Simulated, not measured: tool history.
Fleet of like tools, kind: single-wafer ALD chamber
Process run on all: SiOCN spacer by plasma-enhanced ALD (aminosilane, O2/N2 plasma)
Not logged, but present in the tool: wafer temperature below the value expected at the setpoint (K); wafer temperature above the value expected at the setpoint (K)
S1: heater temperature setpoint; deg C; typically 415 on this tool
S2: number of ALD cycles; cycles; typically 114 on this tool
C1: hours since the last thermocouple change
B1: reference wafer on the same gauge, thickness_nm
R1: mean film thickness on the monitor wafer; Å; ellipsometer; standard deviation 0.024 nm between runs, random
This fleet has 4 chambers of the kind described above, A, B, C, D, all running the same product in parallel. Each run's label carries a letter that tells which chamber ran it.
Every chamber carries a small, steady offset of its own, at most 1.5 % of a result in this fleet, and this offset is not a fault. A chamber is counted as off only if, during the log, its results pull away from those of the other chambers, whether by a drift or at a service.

run  hour   S1   S2      C1      B1      R1
 1B   5.6  415  114  1219.5  6.0026  65.470
 2A  11.0  415  114   262.5  5.9928  65.354
 3C  14.0  415  114  1150.3  5.9985  64.740
 4D  17.8  415  114  1074.8  6.0007  66.436
 5B  21.1  415  114  1235.0  6.0050  66.120
 6A  24.8  415  114   276.3  6.0027  65.283
 7C  30.0  415  114  1166.3  6.0016  65.034
 8D  33.0  415  114  1090.0  6.0019  66.194
 9C  36.6  415  114  1172.9  6.0006  64.699
10D  39.6  415  114  1096.6  6.0029  66.774
11B  42.4  415  114  1256.3  5.9986  66.241
12A  45.6  415  114   297.1  6.0013  65.547
13B  50.4  415  114  1264.3  5.9930  66.187
14C  54.9  415  114  1191.2  5.9998  65.086
15A  59.9  415  114   311.4  5.9968  65.666
16D  64.2  405  135  1121.2  6.0040  80.965
17B  67.3  405  135  1281.2  6.0039  80.913
18A  73.1  405  135   324.6  6.0007  79.278
19D  76.0  405  135  1133.0  6.0026  81.254
20C  79.5  427  114  1215.8  5.9965  62.108
21A  82.5  427  114   334.0  6.0005  62.865
22B  85.5  427  114  1299.4  6.0073  63.669
     86.8  -- chamber D: thermocouple changed; heater temperature recalibrated
23C  90.7  427  114  1227.0  5.9991  62.069
24D  93.5  415  114     6.7  5.9916  66.701

Read the log: is a single chamber off, either drifting away or since a service, is the gauge that measures every chamber drifting, or is nothing wrong beyond small per-chamber offsets? Name any odd chamber and what most likely caused it.

The fleet is healthy, with each chamber sitting at its usual small offset and no drift in the gauge.
